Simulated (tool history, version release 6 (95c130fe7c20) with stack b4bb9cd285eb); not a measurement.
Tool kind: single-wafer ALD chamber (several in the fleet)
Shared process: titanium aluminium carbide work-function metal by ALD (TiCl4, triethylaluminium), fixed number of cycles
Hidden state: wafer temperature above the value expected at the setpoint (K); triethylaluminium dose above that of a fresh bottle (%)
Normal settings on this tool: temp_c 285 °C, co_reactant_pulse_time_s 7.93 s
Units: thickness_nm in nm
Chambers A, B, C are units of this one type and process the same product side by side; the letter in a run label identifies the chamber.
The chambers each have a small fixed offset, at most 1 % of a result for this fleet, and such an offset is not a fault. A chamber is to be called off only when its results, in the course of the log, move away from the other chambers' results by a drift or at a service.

run   hour  temp_c  co_reactant_pulse_time_s  hours since the last thermocouple change  hours since the last triethylaluminium bottle change  read-back reference wafer on the same gauge, thickness_nm  thickness_nm
 1C   10.8     285                      7.93                                     644.7                                                 417.1                                                     1.6400        1.8157
 2B   17.7     285                      7.93                                    1379.7                                                 239.1                                                     1.6398        1.7951
 3A   30.7     285                      7.93                                     906.9                                                 868.6                                                     1.6396        1.8121
 4C   42.3     285                      7.93                                     676.2                                                 448.6                                                     1.6401        1.8041
 5B   51.7     285                      7.93                                    1413.7                                                 273.1                                                     1.6411        1.7858
 6A   63.3     285                      7.93                                     939.5                                                 901.2                                                     1.6373        1.8028
 7C   75.2     285                      7.93                                     709.1                                                 481.5                                                     1.6403        1.8076
 8B   82.8     285                      7.93                                    1444.8                                                 304.2                                                     1.6397        1.7985
 9A   90.7     285                      7.93                                     966.9                                                 928.6                                                     1.6402        1.7958
10C   97.2     285                      5.23                                     731.1                                                 503.5                                                     1.6378        1.6134
11B  109.4     285                      5.23                                    1471.4                                                 330.8                                                     1.6413        1.5975
12A  117.9     285                      5.23                                     994.1                                                 955.8                                                     1.6400        1.5981
13C  129.6     295                     10.06                                     763.5                                                 535.9                                                     1.6384        1.9716
14B  139.2     295                     10.06                                    1501.2                                                 360.6                                                     1.6379        1.9403
15A  149.5     295                     10.06                                    1025.7                                                 987.4                                                     1.6417        1.9533
16A  161.4     285                      7.93                                    1037.6                                                 999.3                                                     1.6411        1.7955
17B  168.9     285                      7.93                                    1530.9                                                 390.3                                                     1.6407        1.7876
18C  178.0     285                      7.93                                     811.9                                                 584.3                                                     1.6400        1.8127
19A  187.3     285                      7.93                                    1063.5                                                1025.2                                                     1.6387        1.8140
20C  201.1     298                     10.52                                     835.0                                                 607.4                                                     1.6398        1.9812
21B  209.5     298                     10.52                                    1571.5                                                 430.9                                                     1.6385        1.9829
     222.0  -- chamber C: triethylaluminium bottle replaced
22B  223.3     298                     10.52                                    1585.3                                                 444.7                                                     1.6401        1.9549
23C  237.5     285                     10.25                                     871.4                                                  15.5                                                     1.6385        1.8655
     243.2  -- chamber A: triethylaluminium bottle replaced
24A  249.2     285                     10.25                                    1125.4                                                   6.0                                                     1.6408        1.8851
25A  256.6     285                     10.25                                    1132.8                                                  13.4                                                     1.6404        1.8995
26C  263.9     285                      7.93                                     897.8                                                  41.9                                                     1.6407        1.8127
27B  275.4     285                      7.93                                    1637.4                                                 496.8                                                     1.6387        1.7996
28C  287.2     272                     10.53                                     921.1                                                  65.2                                                     1.6400        1.7784
29B  300.2     272                     10.53                                    1662.2                                                 521.6                                                     1.6386        1.7586
30A  314.9     272                     10.53                                    1191.1                                                  71.7                                                     1.6403        1.7755
31A  326.4     272                     10.47                                    1202.6                                                  83.2                                                     1.6402        1.7719

Next, every chamber runs the same settings. What will each give?
32A  337.0     285                      7.93                                                                                                                                                                        ?
32B  337.0     285                      7.93                                                                                                                                                                        ?
32C  337.0     285                      7.93                                                                                                                                                                        ?

run  thickness_nm
32A        1.7999
32B        1.7885
32C        1.8083
